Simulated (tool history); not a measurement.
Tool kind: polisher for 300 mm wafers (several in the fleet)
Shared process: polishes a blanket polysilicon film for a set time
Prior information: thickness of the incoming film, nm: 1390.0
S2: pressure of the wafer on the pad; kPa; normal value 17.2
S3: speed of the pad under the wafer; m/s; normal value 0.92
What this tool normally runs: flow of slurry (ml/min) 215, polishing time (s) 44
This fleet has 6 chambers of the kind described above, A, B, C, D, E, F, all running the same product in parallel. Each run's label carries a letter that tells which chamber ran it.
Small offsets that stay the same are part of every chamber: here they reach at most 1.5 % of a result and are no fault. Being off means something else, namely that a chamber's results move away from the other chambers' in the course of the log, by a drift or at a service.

run 1F hour=10.2 | flow_of_slurry_(ml/min)=215 S2=17.2 S3=0.92 polishing_time_(s)=44 | film_removed_(Å)=2489.4
run 2A hour=20.7 | flow_of_slurry_(ml/min)=215 S2=17.2 S3=0.92 polishing_time_(s)=44 | film_removed_(Å)=2491.1
run 3D hour=30.0 | flow_of_slurry_(ml/min)=215 S2=17.2 S3=0.92 polishing_time_(s)=44 | film_removed_(Å)=2497.9
run 4B hour=42.2 | flow_of_slurry_(ml/min)=215 S2=17.2 S3=0.92 polishing_time_(s)=44 | film_removed_(Å)=2437.9
run 5E hour=56.0 | flow_of_slurry_(ml/min)=215 S2=17.2 S3=0.92 polishing_time_(s)=44 | film_removed_(Å)=2475.2
-- hour=59.4 chamber B: worn pad replaced by a new one
run 6C hour=63.0 | flow_of_slurry_(ml/min)=215 S2=17.2 S3=0.92 polishing_time_(s)=44 | film_removed_(Å)=2419.5
-- hour=72.3 chamber F: worn pad replaced by a new one
-- hour=75.2 chamber A: worn pad replaced by a new one
run 7E hour=77.3 | flow_of_slurry_(ml/min)=215 S2=17.2 S3=0.92 polishing_time_(s)=44 | film_removed_(Å)=2434.9
-- hour=79.2 chamber F: slurry nozzle cleaned
-- hour=79.6 chamber C: worn pad replaced by a new one
run 8F hour=89.8 | flow_of_slurry_(ml/min)=215 S2=17.2 S3=0.92 polishing_time_(s)=44 | film_removed_(Å)=2510.1
run 9A hour=105.0 | flow_of_slurry_(ml/min)=215 S2=17.2 S3=0.92 polishing_time_(s)=44 | film_removed_(Å)=2437.8
-- hour=115.1 chamber C: slurry nozzle cleaned
run 10B hour=118.0 | flow_of_slurry_(ml/min)=215 S2=17.2 S3=0.92 polishing_time_(s)=44 | film_removed_(Å)=2429.9
run 11C hour=127.9 | flow_of_slurry_(ml/min)=215 S2=17.2 S3=0.92 polishing_time_(s)=44 | film_removed_(Å)=2433.3
run 12D hour=134.5 | flow_of_slurry_(ml/min)=215 S2=17.2 S3=0.92 polishing_time_(s)=44 | film_removed_(Å)=2450.0
run 13E hour=142.8 | flow_of_slurry_(ml/min)=215 S2=17.2 S3=0.92 polishing_time_(s)=44 | film_removed_(Å)=2490.6
-- hour=145.4 chamber B: worn pad replaced by a new one
run 14F hour=156.9 | flow_of_slurry_(ml/min)=215 S2=17.2 S3=0.92 polishing_time_(s)=44 | film_removed_(Å)=2477.4
-- hour=162.5 chamber A: worn pad replaced by a new one
-- hour=164.5 chamber F: worn pad replaced by a new one
run 15C hour=169.0 | flow_of_slurry_(ml/min)=215 S2=17.2 S3=0.92 polishing_time_(s)=44 | film_removed_(Å)=2459.0
-- hour=174.5 chamber C: worn pad replaced by a new one
-- hour=175.4 chamber D: worn pad replaced by a new one
run 16B hour=181.4 | flow_of_slurry_(ml/min)=215 S2=17.2 S3=0.92 polishing_time_(s)=44 | film_removed_(Å)=2493.6
-- hour=186.3 chamber A: slurry nozzle cleaned
run 17D hour=196.1 | flow_of_slurry_(ml/min)=215 S2=17.2 S3=0.92 polishing_time_(s)=44 | film_removed_(Å)=2457.4
-- hour=202.0 chamber E: worn pad replaced by a new one
run 18A hour=206.0 | flow_of_slurry_(ml/min)=215 S2=20.7 S3=1.06 polishing_time_(s)=44 | film_removed_(Å)=3399.6
run 19E hour=213.3 | flow_of_slurry_(ml/min)=215 S2=20.7 S3=1.06 polishing_time_(s)=44 | film_removed_(Å)=3425.1
run 20D hour=224.2 | flow_of_slurry_(ml/min)=215 S2=20.7 S3=1.06 polishing_time_(s)=44 | film_removed_(Å)=3411.3
-- hour=228.5 chamber B: worn pad replaced by a new one
-- hour=238.6 chamber D: slurry nozzle cleaned
run 21C hour=239.3 | flow_of_slurry_(ml/min)=215 S2=20.7 S3=1.06 polishing_time_(s)=44 | film_removed_(Å)=3329.5
-- hour=243.2 chamber A: worn pad replaced by a new one
run 22B hour=246.0 | flow_of_slurry_(ml/min)=215 S2=20.7 S3=1.06 polishing_time_(s)=44 | film_removed_(Å)=3370.7
run 23A hour=254.7 | flow_of_slurry_(ml/min)=215 S2=20.7 S3=1.06 polishing_time_(s)=44 | film_removed_(Å)=3451.2
-- hour=259.5 chamber F: worn pad replaced by a new one
run 24F hour=261.8 | flow_of_slurry_(ml/min)=215 S2=17.2 S3=0.92 polishing_time_(s)=44 | film_removed_(Å)=2486.8
run 25E hour=274.7 | flow_of_slurry_(ml/min)=215 S2=17.2 S3=0.92 polishing_time_(s)=44 | film_removed_(Å)=2623.5
run 26D hour=282.4 | flow_of_slurry_(ml/min)=215 S2=17.2 S3=0.92 polishing_time_(s)=44 | film_removed_(Å)=2460.7
-- hour=289.5 chamber C: worn pad replaced by a new one
run 27A hour=291.7 | flow_of_slurry_(ml/min)=215 S2=17.2 S3=0.92 polishing_time_(s)=44 | film_removed_(Å)=2477.3
run 28F hour=302.2 | flow_of_slurry_(ml/min)=215 S2=17.2 S3=0.92 polishing_time_(s)=44 | film_removed_(Å)=2364.5
run 29B hour=309.4 | flow_of_slurry_(ml/min)=215 S2=17.2 S3=0.92 polishing_time_(s)=44 | film_removed_(Å)=2422.5
run 30C hour=320.9 | flow_of_slurry_(ml/min)=215 S2=17.2 S3=0.92 polishing_time_(s)=44 | film_removed_(Å)=2434.1
-- hour=329.8 chamber B: worn pad replaced by a new one
-- hour=332.2 chamber B: slurry nozzle cleaned
run 31B hour=333.3 | flow_of_slurry_(ml/min)=215 S2=17.2 S3=0.92 polishing_time_(s)=44 | film_removed_(Å)=2405.0
-- hour=333.8 chamber E: slurry nozzle cleaned
-- hour=340.8 chamber A: worn pad replaced by a new one
run 32F hour=344.6 | flow_of_slurry_(ml/min)=215 S2=17.2 S3=0.92 polishing_time_(s)=44 | film_removed_(Å)=2448.1
-- hour=345.6 chamber D: worn pad replaced by a new one
-- hour=351.0 chamber C: head pressure recalibrated
-- hour=354.3 chamber F: worn pad replaced by a new one
-- hour=354.4 chamber A: head pressure recalibrated
run 33D hour=357.3 | flow_of_slurry_(ml/min)=215 S2=17.2 S3=0.92 polishing_time_(s)=44 | film_removed_(Å)=2474.8
run 34A hour=364.7 | flow_of_slurry_(ml/min)=215 S2=17.2 S3=0.92 polishing_time_(s)=44 | film_removed_(Å)=2502.2
run 35C hour=376.1 | flow_of_slurry_(ml/min)=215 S2=17.2 S3=0.92 polishing_time_(s)=44 | film_removed_(Å)=2427.3
run 36E hour=387.4 | flow_of_slurry_(ml/min)=215 S2=17.2 S3=0.92 polishing_time_(s)=44 | film_removed_(Å)=2684.6
-- hour=389.4 chamber C: worn pad replaced by a new one
-- hour=401.7 chamber E: worn pad replaced by a new one
run 37A hour=402.7 | flow_of_slurry_(ml/min)=215 S2=17.2 S3=0.92 polishing_time_(s)=44 | film_removed_(Å)=2485.7
run 38E hour=411.3 | flow_of_slurry_(ml/min)=215 S2=17.2 S3=0.92 polishing_time_(s)=44 | film_removed_(Å)=2719.5
run 39D hour=423.4 | flow_of_slurry_(ml/min)=215 S2=17.2 S3=0.92 polishing_time_(s)=44 | film_removed_(Å)=2516.8
-- hour=435.3 chamber B: worn pad replaced by a new one
run 40C hour=436.9 | flow_of_slurry_(ml/min)=215 S2=17.2 S3=0.92 polishing_time_(s)=44 | film_removed_(Å)=2477.1
run 41B hour=445.6 | flow_of_slurry_(ml/min)=215 S2=17.2 S3=0.92 polishing_time_(s)=44 | film_removed_(Å)=2444.5
-- hour=447.5 chamber F: worn pad replaced by a new one
run 42F hour=460.6 | flow_of_slurry_(ml/min)=215 S2=17.2 S3=0.92 polishing_time_(s)=44 | film_removed_(Å)=2471.5
run 43C hour=468.6 | flow_of_slurry_(ml/min)=215 S2=17.2 S3=0.92 polishing_time_(s)=44 | film_removed_(Å)=2379.0

The same settings go to every chamber for the next run, one line per chamber below. Forecast the results for each:
run 44A hour=479.6 | flow_of_slurry_(ml/min)=215 S2=17.2 S3=0.92 polishing_time_(s)=31 | film_removed_(Å)=?
run 44B hour=479.6 | flow_of_slurry_(ml/min)=215 S2=17.2 S3=0.92 polishing_time_(s)=31 | film_removed_(Å)=?
run 44C hour=479.6 | flow_of_slurry_(ml/min)=215 S2=17.2 S3=0.92 polishing_time_(s)=31 | film_removed_(Å)=?
run 44D hour=479.6 | flow_of_slurry_(ml/min)=215 S2=17.2 S3=0.92 polishing_time_(s)=31 | film_removed_(Å)=?
run 44E hour=479.6 | flow_of_slurry_(ml/min)=215 S2=17.2 S3=0.92 polishing_time_(s)=31 | film_removed_(Å)=?
run 44F hour=479.6 | flow_of_slurry_(ml/min)=215 S2=17.2 S3=0.92 polishing_time_(s)=31 | film_removed_(Å)=?

run=44A film_removed_(Å)=1738.7
run=44B film_removed_(Å)=1713.0
run=44C film_removed_(Å)=1757.2
run=44D film_removed_(Å)=1758.9
run=44E film_removed_(Å)=1961.8
run=44F film_removed_(Å)=1776.0
